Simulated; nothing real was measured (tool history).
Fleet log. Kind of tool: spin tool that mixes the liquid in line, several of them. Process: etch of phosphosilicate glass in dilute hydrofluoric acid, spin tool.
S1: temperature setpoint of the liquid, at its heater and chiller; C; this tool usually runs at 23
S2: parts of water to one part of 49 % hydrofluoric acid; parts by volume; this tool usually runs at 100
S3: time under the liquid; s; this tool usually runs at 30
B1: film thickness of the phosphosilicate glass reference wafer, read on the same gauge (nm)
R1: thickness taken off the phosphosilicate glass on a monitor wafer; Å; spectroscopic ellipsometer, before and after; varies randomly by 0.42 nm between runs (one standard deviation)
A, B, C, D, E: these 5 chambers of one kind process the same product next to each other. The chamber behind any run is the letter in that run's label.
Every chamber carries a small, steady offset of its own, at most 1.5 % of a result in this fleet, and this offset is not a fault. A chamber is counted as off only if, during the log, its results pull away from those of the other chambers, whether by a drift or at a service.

| run | hour | S1 | S2 | S3 | B1 | R1 |
|---|---|---|---|---|---|---|
| 1B | 7.1 | 23 | 100 | 30 | 90.012 | 571.93 |
| 2C | 11.4 | 23 | 100 | 30 | 90.009 | 561.48 |
| 3A | 18.4 | 23 | 100 | 30 | 89.966 | 582.16 |
| 4E | 23.3 | 23 | 100 | 30 | 90.008 | 582.48 |
| 5D | 28.8 | 23 | 100 | 30 | 89.989 | 577.71 |
| 6C | 36.3 | 23 | 100 | 30 | 90.016 | 571.87 |
| 7D | 40.4 | 23 | 100 | 30 | 90.015 | 577.93 |
| 8B | 47.5 | 23 | 100 | 30 | 89.991 | 574.41 |
| 9A | 52.9 | 23 | 100 | 30 | 89.992 | 576.93 |
| 10E | 61.1 | 23 | 100 | 30 | 90.013 | 574.50 |
| 11C | 68.3 | 23 | 100 | 30 | 89.999 | 570.06 |
| 12A | 74.7 | 23 | 100 | 30 | 90.028 | 584.58 |
| 13E | 80.6 | 23 | 100 | 30 | 90.006 | 574.77 |
| 14B | 86.9 | 23 | 100 | 30 | 90.016 | 580.61 |
| 15D | 92.7 | 23 | 100 | 30 | 90.047 | 569.78 |
| 16E | 98.5 | 23 | 100 | 30 | 90.009 | 582.78 |
| 17B | 102.9 | 23 | 100 | 30 | 89.993 | 588.98 |
| 18D | 110.6 | 23 | 100 | 30 | 89.979 | 575.34 |
| 19A | 115.7 | 23 | 100 | 30 | 89.992 | 581.09 |
| 20C | 123.2 | 23 | 100 | 30 | 90.020 | 571.68 |
| 21C | 130.2 | 23 | 100 | 30 | 89.995 | 570.22 |
| 22B | 133.9 | 23 | 100 | 30 | 90.006 | 605.07 |
| 23E | 138.5 | 23 | 100 | 30 | 90.003 | 579.95 |
| 24A | 146.8 | 23 | 100 | 30 | 90.005 | 584.56 |
|  | 150.1 | chamber A: hydrofluoric acid flow meter replaced |
| 25D | 154.3 | 23 | 100 | 30 | 90.015 | 567.32 |
| 26A | 159.5 | 23 | 100 | 30 | 90.016 | 571.34 |
| 27E | 167.1 | 23 | 100 | 30 | 89.964 | 580.58 |
| 28C | 172.3 | 23 | 100 | 25 | 90.003 | 475.97 |
| 29B | 176.4 | 23 | 100 | 25 | 90.022 | 502.36 |
| 30D | 182.8 | 23 | 100 | 25 | 90.044 | 478.95 |
| 31B | 190.9 | 23 | 100 | 25 | 89.994 | 508.32 |
| 32E | 197.1 | 23 | 100 | 25 | 90.003 | 479.58 |
| 33D | 202.6 | 23 | 100 | 30 | 90.018 | 575.79 |
| 34C | 208.5 | 23 | 100 | 30 | 89.984 | 567.06 |
| 35A | 214.0 | 23 | 100 | 30 | 89.950 | 578.99 |
| 36E | 217.7 | 23 | 100 | 30 | 90.014 | 573.43 |

For the next run the whole fleet of 5 chambers uses the same settings. Give each chamber's results:
| 37A | 223.7 | 23 | 100 | 30 |  | ? |
| 37B | 223.7 | 23 | 100 | 30 |  | ? |
| 37C | 223.7 | 23 | 100 | 30 |  | ? |
| 37D | 223.7 | 23 | 100 | 30 |  | ? |
| 37E | 223.7 | 23 | 100 | 30 |  | ? |

| run | R1 |
|---|---|
| 37A | 580.48 |
| 37B | 619.95 |
| 37C | 572.50 |
| 37D | 571.24 |
| 37E | 575.60 |
